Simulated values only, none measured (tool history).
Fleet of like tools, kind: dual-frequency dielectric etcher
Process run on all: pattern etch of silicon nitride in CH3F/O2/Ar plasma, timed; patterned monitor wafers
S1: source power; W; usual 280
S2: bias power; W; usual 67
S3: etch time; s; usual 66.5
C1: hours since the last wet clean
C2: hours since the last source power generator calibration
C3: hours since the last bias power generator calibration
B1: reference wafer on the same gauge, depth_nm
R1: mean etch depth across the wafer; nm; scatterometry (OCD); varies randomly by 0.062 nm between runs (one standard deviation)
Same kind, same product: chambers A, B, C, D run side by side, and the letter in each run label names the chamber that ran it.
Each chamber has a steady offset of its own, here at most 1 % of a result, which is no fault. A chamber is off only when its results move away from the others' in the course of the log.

run	hour	S1	S2	S3	C1	C2	C3	B1	R1
1A	13.0	280	67	66.5	324.0	3913.5	3667.8	47.613	39.934
2D	26.0	280	67	66.5	94.5	1606.4	396.1	47.636	39.744
3C	34.2	280	67	66.5	419.4	1631.2	3019.1	47.660	40.023
# hour 36.2: chamber B: wet clean of the chamber
4B	44.1	280	67	66.5	7.9	572.8	3023.5	47.665	39.546
5B	58.2	280	67	66.5	22.0	586.9	3037.6	47.655	39.493
6D	65.6	280	67	66.5	134.1	1646.0	435.7	47.679	39.726
7A	72.9	280	67	66.5	383.9	3973.4	3727.7	47.683	40.006
8C	86.7	280	67	66.5	471.9	1683.7	3071.6	47.703	40.117
9D	101.7	280	67	66.5	170.2	1682.1	471.8	47.716	39.823
10B	110.3	280	67	66.5	74.1	639.0	3089.7	47.712	39.631
11C	122.0	280	67	66.5	507.2	1719.0	3106.9	47.748	40.131
12A	132.4	280	67	82.5	443.4	4032.9	3787.2	47.755	49.715
13D	146.7	280	67	82.5	215.2	1727.1	516.8	47.756	49.327
14A	154.0	280	67	82.5	465.0	4054.5	3808.8	47.772	49.868
15C	167.1	280	67	82.5	552.3	1764.1	3152.0	47.807	49.732
16B	173.7	280	81	58.0	137.5	702.4	3153.1	47.825	36.882
17C	182.6	280	81	58.0	567.8	1779.6	3167.5	47.814	37.469
18A	191.6	280	81	58.0	502.6	4092.1	3846.4	47.834	37.402
# hour 197.6: chamber C: wet clean of the chamber
19D	204.1	280	81	58.0	272.6	1784.5	574.2	47.852	37.218
20B	218.1	280	67	66.5	181.9	746.8	3197.5	47.852	39.752
21C	229.8	230	67	76.0	32.3	1826.8	3214.7	47.882	42.751
# hour 232.7: chamber A: wet clean of the chamber
22B	237.0	230	67	76.0	200.8	765.7	3216.4	47.866	42.040
23D	247.7	230	67	76.0	316.2	1828.1	617.8	47.891	42.224
24A	255.1	230	67	76.0	22.4	4155.6	3909.9	47.899	42.805

Next, every chamber runs the same settings. What will each give?
25A	265.8	340	67	66.5					?
25B	265.8	340	67	66.5					?
25C	265.8	340	67	66.5					?
25D	265.8	340	67	66.5					?

run	R1
25A	43.237
25B	42.723
25C	43.363
25D	42.944
